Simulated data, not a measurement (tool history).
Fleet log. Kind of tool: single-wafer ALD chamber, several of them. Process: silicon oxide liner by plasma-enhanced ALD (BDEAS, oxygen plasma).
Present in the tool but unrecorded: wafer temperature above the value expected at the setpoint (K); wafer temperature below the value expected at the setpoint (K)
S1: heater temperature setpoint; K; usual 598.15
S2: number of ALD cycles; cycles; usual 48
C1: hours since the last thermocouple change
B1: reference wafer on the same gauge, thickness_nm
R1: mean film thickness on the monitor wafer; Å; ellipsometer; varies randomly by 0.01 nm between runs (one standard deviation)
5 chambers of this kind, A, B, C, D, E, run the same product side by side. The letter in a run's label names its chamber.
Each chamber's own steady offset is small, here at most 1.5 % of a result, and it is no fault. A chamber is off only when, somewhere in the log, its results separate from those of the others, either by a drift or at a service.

run,hour,S1,S2,C1,B1,R1
1C,4.7,598.15,48,1077.6,4.2213,43.658
2A,9.4,598.15,48,891.8,4.2192,43.045
3B,15.7,598.15,48,309.8,4.2179,43.124
4D,19.7,598.15,48,667.5,4.2194,42.741
5E,27.1,598.15,48,1906.5,4.2196,42.948
6D,33.1,598.15,48,680.9,4.2217,42.784
7C,36.5,598.15,48,1109.4,4.2181,43.625
8B,43,598.15,48,337.1,4.2179,43.082
9E,48.1,598.15,48,1927.5,4.2245,42.946
10A,52.9,598.15,48,935.3,4.2166,42.987
11D,60.4,598.15,48,708.2,4.2198,42.794
12E,67.2,598.15,48,1946.6,4.2192,42.818
13C,74.1,598.15,48,1147,4.2208,43.641
14A,80.8,598.15,48,963.2,4.2207,42.991
15B,86.5,598.15,48,380.6,4.2213,43.007
16A,90.7,598.15,48,973.1,4.2218,42.892
17E,96.5,598.15,48,1975.9,4.2203,43.125
18B,103.6,613.15,54,397.7,4.2213,47.583
19D,111.4,613.15,54,759.2,4.2214,47.011
20C,116.3,613.15,54,1189.2,4.2178,48.071
21C,120.4,613.15,54,1193.3,4.221,47.99
22E,126.2,613.15,54,2005.6,4.2201,47.278
23B,130,598.15,48,424.1,4.2216,43.016
24D,136.4,598.15,48,784.2,4.221,42.845
25A,140.1,598.15,48,1022.5,4.2202,43.068
26E,146.8,598.15,48,2026.2,4.2208,43.029
27B,150.7,598.15,51,444.8,4.2199,45.675
28C,156.3,598.15,51,1229.2,4.2218,46.403
29D,162.7,598.15,51,810.5,4.2178,45.692
30A,166.1,598.15,51,1048.5,4.2206,45.67
31E,171.7,598.15,51,2051.1,4.2205,45.785
32C,175.5,598.15,48,1248.4,4.2204,43.592
33D,179.6,598.15,48,827.4,4.2196,42.897
34B,185.3,588.15,41,479.4,4.2192,37.25
35A,191.9,588.15,41,1074.3,4.2202,37.417
36B,198.8,588.15,41,492.9,4.2201,37.225
37D,204.2,588.15,41,852,4.2207,37.031
38A,210.8,588.15,41,1093.2,4.2185,37.345
39E,215.6,598.15,48,2095,4.2203,42.87
40C,219.6,598.15,48,1292.5,4.2169,43.614
41B,224.5,598.15,48,518.6,4.222,43.04

Has any chamber moved away from the others, gradually or after a service, or does the common gauge drift, or do the chambers differ only by their own small steady offsets? State the chamber and the most likely cause if one applies.

Beyond each chamber's small constant offset nothing stands out, and the gauge stays steady.
